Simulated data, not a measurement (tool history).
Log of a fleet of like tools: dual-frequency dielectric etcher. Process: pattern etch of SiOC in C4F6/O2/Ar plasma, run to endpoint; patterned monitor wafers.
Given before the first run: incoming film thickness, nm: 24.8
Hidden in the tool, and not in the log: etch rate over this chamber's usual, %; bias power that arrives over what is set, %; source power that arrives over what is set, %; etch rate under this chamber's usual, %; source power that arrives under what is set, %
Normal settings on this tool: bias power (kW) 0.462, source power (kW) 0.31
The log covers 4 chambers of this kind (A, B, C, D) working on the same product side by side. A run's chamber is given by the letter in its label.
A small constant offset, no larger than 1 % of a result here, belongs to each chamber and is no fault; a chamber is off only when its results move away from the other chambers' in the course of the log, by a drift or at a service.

run,hour,bias power (kW),source power (kW),hours since the last wet clean,hours since the last bias power generator calibration,hours since the last source power generator calibration,endpoint time (s)
1D,10.6,0.462,0.31,345,4166,2911.2,9.4943
2A,18.7,0.462,0.31,233.5,1300.6,1746.4,9.317
3B,33.1,0.462,0.31,226.3,847.2,1815.6,9.526
4C,45.6,0.462,0.31,198.5,786.3,1409.5,9.495
5D,52.7,0.372,0.31,387.1,4208.1,2953.3,10.298
6B,67,0.372,0.31,260.2,881.1,1849.5,10.24
7A,78,0.372,0.31,292.8,1359.9,1805.7,10.275
8C,86.4,0.372,0.31,239.3,827.1,1450.3,10.257
9D,96.7,0.462,0.31,431.1,4252.1,2997.3,9.5686
10C,105.5,0.462,0.31,258.4,846.2,1469.4,9.4972
11B,117.7,0.462,0.31,310.9,931.8,1900.2,9.5319
# hour 128.3: chamber D: bias power generator calibrated
12A,130,0.462,0.31,344.8,1411.9,1857.7,9.4194
13C,139.7,0.462,0.31,292.6,880.4,1503.6,9.4948
14D,152.8,0.462,0.31,487.2,24.6,3053.4,9.537
15A,160.3,0.462,0.31,375.1,1442.2,1888,9.3966
16B,173.3,0.462,0.31,366.5,987.4,1955.8,9.6348
# hour 179.7: chamber D: wet clean of the chamber
17D,187.9,0.462,0.31,8.3,59.7,3088.5,9.8999
18A,201.2,0.389,0.31,416,1483.1,1928.9,10.207
19B,215.8,0.389,0.31,409,1029.9,1998.3,10.053
20C,223.2,0.389,0.31,376.1,963.9,1587.1,10.147
21D,231.4,0.389,0.31,51.8,103.2,3132,10.516
22A,245.2,0.462,0.31,460,1527.1,1972.9,9.4589
# hour 253.6: chamber B: wet clean of the chamber
23B,258.4,0.462,0.31,4.9,1072.5,2040.9,9.4688
24C,268.7,0.462,0.31,421.6,1009.4,1632.6,9.4864
25A,281.6,0.462,0.31,496.4,1563.5,2009.3,9.6668
26C,292.7,0.462,0.31,445.6,1033.4,1656.6,9.6131
# hour 298.2: chamber A: wet clean of the chamber
27D,305.2,0.462,0.31,125.6,177,3205.8,9.9722
28B,314.6,0.462,0.31,61.1,1128.7,2097.1,9.3787
29A,328,0.353,0.28,29.8,1609.9,2055.7,10.8
30C,340,0.353,0.28,492.9,1080.7,1703.9,10.988
31D,350.7,0.353,0.28,171.1,222.5,3251.3,11.416
32B,362.9,0.353,0.28,109.4,1177,2145.4,10.783
33D,374.4,0.462,0.31,194.8,246.2,3275,9.9528
34C,382.2,0.462,0.31,535.1,1122.9,1746.1,9.5069
35B,389.2,0.462,0.31,135.7,1203.3,2171.7,9.4185
36A,398.2,0.462,0.31,100,1680.1,2125.9,9.4973
37B,409.1,0.462,0.31,155.6,1223.2,2191.6,9.3512

One chamber off, gauge drift, or nothing amiss beyond the chambers' own small offsets? If it is a chamber, which one, and what is the likeliest cause?

A service left chamber D off against the others.
Cause: etch rate under this chamber's usual, % = 4.43.

Here are 4 candidates for chamber D's next run, each the usual settings with a change, their results left as question marks. Which one brings its results back in line with what the others give on the usual settings?
In line means no further than this from the other chambers' mean on the usual settings: endpoint time (s) 0.27
38D-1,419.6,0.433,0.29,,,,?
38D-2,419.6,0.585,0.31,,,,?
38D-3,419.6,0.52,0.31,,,,?
38D-4,419.6,0.4,0.27,,,,?

What the other chambers average on the usual settings: endpoint time (s) 9.4794
run,endpoint time (s)
38D-1,10.408
38D-2,9.0613
38D-3,9.4804
38D-4,11.004
Change 38D-3 lands the chamber within the allowed miss of the other chambers.
